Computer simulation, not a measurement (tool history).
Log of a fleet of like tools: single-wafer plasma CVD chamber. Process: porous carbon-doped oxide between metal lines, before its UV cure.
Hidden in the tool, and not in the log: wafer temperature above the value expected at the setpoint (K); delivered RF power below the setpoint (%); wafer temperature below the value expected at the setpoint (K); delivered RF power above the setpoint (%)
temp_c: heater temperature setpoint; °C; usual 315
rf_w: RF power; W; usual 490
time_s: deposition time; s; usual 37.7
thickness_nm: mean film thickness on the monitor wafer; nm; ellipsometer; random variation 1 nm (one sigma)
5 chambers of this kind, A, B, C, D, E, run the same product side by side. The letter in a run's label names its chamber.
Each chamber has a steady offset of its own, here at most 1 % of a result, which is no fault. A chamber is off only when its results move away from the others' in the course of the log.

| run | hour | temp_c | rf_w | time_s | hours since the last thermocouple change | hours since the last RF generator calibration | read-back reference wafer on the same gauge, thickness_nm | thickness_nm |
|---|---|---|---|---|---|---|---|---|
| 1D | 6.2 | 315 | 490 | 37.7 | 1563.5 | 299 | 182.83 | 184.41 |
| 2B | 17.2 | 315 | 490 | 37.7 | 1509.3 | 811.6 | 182.97 | 185.49 |
| 3A | 24.7 | 315 | 490 | 37.7 | 740.8 | 388 | 182.99 | 182.73 |
| 4C | 36 | 315 | 490 | 37.7 | 440.2 | 214.7 | 183.08 | 181.8 |
| 5E | 46.9 | 315 | 490 | 37.7 | 823.5 | 255.8 | 182.97 | 185.32 |
| 6B | 54.3 | 315 | 445 | 43.1 | 1546.4 | 848.7 | 183.2 | 196.05 |
| 7D | 64.9 | 315 | 445 | 43.1 | 1622.2 | 357.7 | 182.9 | 197.01 |
| 8C | 76.3 | 315 | 445 | 43.1 | 480.5 | 255 | 183.13 | 191.81 |
| 9A | 88.6 | 315 | 445 | 43.1 | 804.7 | 451.9 | 183.09 | 195.08 |
| 10E | 97.8 | 315 | 445 | 43.1 | 874.4 | 306.7 | 182.94 | 195.41 |
|  | 98.9 | chamber B: thermocouple changed; heater temperature recalibrated |
| 11B | 109.6 | 301 | 410 | 37.7 | 10.8 | 904 | 183 | 175.31 |
| 12E | 119.1 | 301 | 410 | 37.7 | 895.7 | 328 | 182.89 | 175.71 |
| 13A | 126.5 | 301 | 410 | 37.7 | 842.6 | 489.8 | 183.09 | 173.85 |
| 14D | 137.9 | 301 | 410 | 37.7 | 1695.2 | 430.7 | 183.1 | 172.59 |
| 15C | 148.8 | 301 | 410 | 37.7 | 553 | 327.5 | 183.03 | 173.24 |
| 16D | 158.1 | 315 | 490 | 37.7 | 1715.4 | 450.9 | 182.87 | 185.79 |
| 17C | 168.4 | 315 | 490 | 37.7 | 572.6 | 347.1 | 182.78 | 182.5 |
| 18E | 177.5 | 315 | 490 | 37.7 | 954.1 | 386.4 | 183.29 | 184.49 |
| 19B | 189.3 | 315 | 490 | 37.7 | 90.5 | 983.7 | 183.32 | 185.23 |
| 20A | 199.4 | 315 | 490 | 37.7 | 915.5 | 562.7 | 183.19 | 184.18 |
| 21A | 208.5 | 315 | 490 | 37.7 | 924.6 | 571.8 | 182.89 | 182.3 |
| 22E | 219.9 | 315 | 490 | 37.7 | 996.5 | 428.8 | 182.62 | 183.2 |
| 23C | 233.5 | 315 | 490 | 37.7 | 637.7 | 412.2 | 183.14 | 182.22 |
| 24B | 246.7 | 315 | 490 | 37.7 | 147.9 | 1041.1 | 183.18 | 185.57 |
| 25D | 255.2 | 315 | 490 | 37.7 | 1812.5 | 548 | 182.96 | 185.01 |
| 26E | 261.7 | 315 | 490 | 37.7 | 1038.3 | 470.6 | 182.73 | 182.93 |
| 27D | 273.2 | 315 | 490 | 37.7 | 1830.5 | 566 | 182.8 | 184.59 |
| 28C | 279.7 | 315 | 490 | 37.7 | 683.9 | 458.4 | 182.84 | 181.25 |
| 29A | 289.3 | 315 | 490 | 37.7 | 1005.4 | 652.6 | 183.14 | 182.43 |
| 30B | 301.2 | 315 | 490 | 37.7 | 202.4 | 1095.6 | 183.1 | 183.53 |
| 31D | 315.2 | 315 | 490 | 37.7 | 1872.5 | 608 | 182.89 | 184.96 |
| 32E | 324.4 | 315 | 490 | 37.7 | 1101 | 533.3 | 182.84 | 183.7 |
| 33C | 335.9 | 315 | 490 | 37.7 | 740.1 | 514.6 | 182.62 | 183.28 |
| 34A | 342.5 | 315 | 490 | 37.7 | 1058.6 | 705.8 | 182.98 | 181.31 |
| 35B | 352.3 | 315 | 490 | 37.7 | 253.5 | 1146.7 | 182.84 | 182.56 |
| 36C | 365.8 | 315 | 490 | 37.7 | 770 | 544.5 | 182.9 | 181.3 |
| 37D | 374.6 | 315 | 490 | 37.7 | 1931.9 | 667.4 | 183.09 | 184.25 |

Next, every chamber runs the same settings. What will each give?
| 38A | 384.7 | 315 | 490 | 37.7 |  |  |  | ? |
| 38B | 384.7 | 315 | 490 | 37.7 |  |  |  | ? |
| 38C | 384.7 | 315 | 490 | 37.7 |  |  |  | ? |
| 38D | 384.7 | 315 | 490 | 37.7 |  |  |  | ? |
| 38E | 384.7 | 315 | 490 | 37.7 |  |  |  | ? |

| run | thickness_nm |
|---|---|
| 38A | 181.31 |
| 38B | 184.78 |
| 38C | 181.81 |
| 38D | 185.82 |
| 38E | 183.53 |
